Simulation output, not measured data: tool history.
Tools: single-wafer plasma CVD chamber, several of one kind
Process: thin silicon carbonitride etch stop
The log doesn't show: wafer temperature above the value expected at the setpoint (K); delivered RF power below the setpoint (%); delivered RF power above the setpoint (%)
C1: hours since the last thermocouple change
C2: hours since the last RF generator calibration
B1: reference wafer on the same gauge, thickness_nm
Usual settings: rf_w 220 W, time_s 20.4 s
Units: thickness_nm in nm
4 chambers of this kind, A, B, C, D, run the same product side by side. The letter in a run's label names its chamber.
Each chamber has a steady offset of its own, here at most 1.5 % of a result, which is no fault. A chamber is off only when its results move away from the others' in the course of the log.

Run 1A, hour 5: usual settings; C1 227; C2 21.9; B1 14.098. Result: thickness_nm 11.806 nm.
Run 2B, hour 12.6: usual settings; C1 2356.9; C2 402.9; B1 14.092. Result: thickness_nm 11.934 nm.
Run 3C, hour 16.8: usual settings; C1 1617.4; C2 879; B1 14.098. Result: thickness_nm 11.942 nm.
Run 4D, hour 24.4: usual settings; C1 139; C2 995.7; B1 14.093. Result: thickness_nm 11.919 nm.
Run 5A, hour 30.6: usual settings; C1 252.6; C2 47.5; B1 14.086. Result: thickness_nm 11.818 nm.
Run 6D, hour 36.4: usual settings; C1 151; C2 1007.7; B1 14.077. Result: thickness_nm 11.931 nm.
Run 7B, hour 41.4: usual settings; C1 2385.7; C2 431.7; B1 14.082. Result: thickness_nm 11.941 nm.
Run 8C, hour 47.3: usual settings but rf_w 200 W; C1 1647.9; C2 909.5; B1 14.074. Result: thickness_nm 11.562 nm.
Run 9A, hour 53: usual settings but rf_w 200 W; C1 275; C2 69.9; B1 14.073. Result: thickness_nm 11.514 nm.
Run 10D, hour 60.5: usual settings but rf_w 200 W; C1 175.1; C2 1031.8; B1 14.07. Result: thickness_nm 11.544 nm.
Run 11B, hour 67: usual settings but rf_w 200 W; C1 2411.3; C2 457.3; B1 14.072. Result: thickness_nm 11.601 nm.
Run 12C, hour 75.8: usual settings; C1 1676.4; C2 938; B1 14.058. Result: thickness_nm 11.891 nm.
Run 13C, hour 82.2: usual settings; C1 1682.8; C2 944.4; B1 14.062. Result: thickness_nm 11.885 nm.
Run 14A, hour 88: usual settings; C1 310; C2 104.9; B1 14.056. Result: thickness_nm 11.776 nm.
Run 15B, hour 92.6: usual settings; C1 2436.9; C2 482.9; B1 14.049. Result: thickness_nm 11.959 nm.
Run 16D, hour 101.4: usual settings; C1 216; C2 1072.7; B1 14.047. Result: thickness_nm 11.889 nm.
Run 17D, hour 110.5: usual settings; C1 225.1; C2 1081.8; B1 14.042. Result: thickness_nm 11.856 nm.
Run 18C, hour 114.8: usual settings; C1 1715.4; C2 977; B1 14.035. Result: thickness_nm 11.853 nm.
Run 19A, hour 119.3: usual settings; C1 341.3; C2 136.2; B1 14.034. Result: thickness_nm 11.785 nm.
Run 20B, hour 125.4: usual settings; C1 2469.7; C2 515.7; B1 14.036. Result: thickness_nm 11.912 nm.
Run 21A, hour 134.5: usual settings but rf_w 185 W, time_s 18.8 s; C1 356.5; C2 151.4; B1 14.027. Result: thickness_nm 10.304 nm.
At hour 134.9: chamber C: RF generator calibrated.
Run 22D, hour 140.2: usual settings but rf_w 185 W, time_s 18.8 s; C1 254.8; C2 1111.5; B1 14.026. Result: thickness_nm 10.363 nm.
Run 23B, hour 147.5: usual settings but rf_w 185 W, time_s 18.8 s; C1 2491.8; C2 537.8; B1 14.024. Result: thickness_nm 10.406 nm.
Run 24C, hour 154.5: usual settings but rf_w 185 W, time_s 18.8 s; C1 1755.1; C2 19.6; B1 14.019. Result: thickness_nm 10.374 nm.
Run 25D, hour 161.2: usual settings but rf_w 205 W; C1 275.8; C2 1132.5; B1 14.02. Result: thickness_nm 11.61 nm.

Is one chamber off against the others, does the gauge drift, or is nothing wrong? If a chamber is off, say which, and what the likeliest cause is.

The gauge drifts, so all chambers seem to drift together. No chamber is off.
Cause: gauge reads low (%) = 0.612.

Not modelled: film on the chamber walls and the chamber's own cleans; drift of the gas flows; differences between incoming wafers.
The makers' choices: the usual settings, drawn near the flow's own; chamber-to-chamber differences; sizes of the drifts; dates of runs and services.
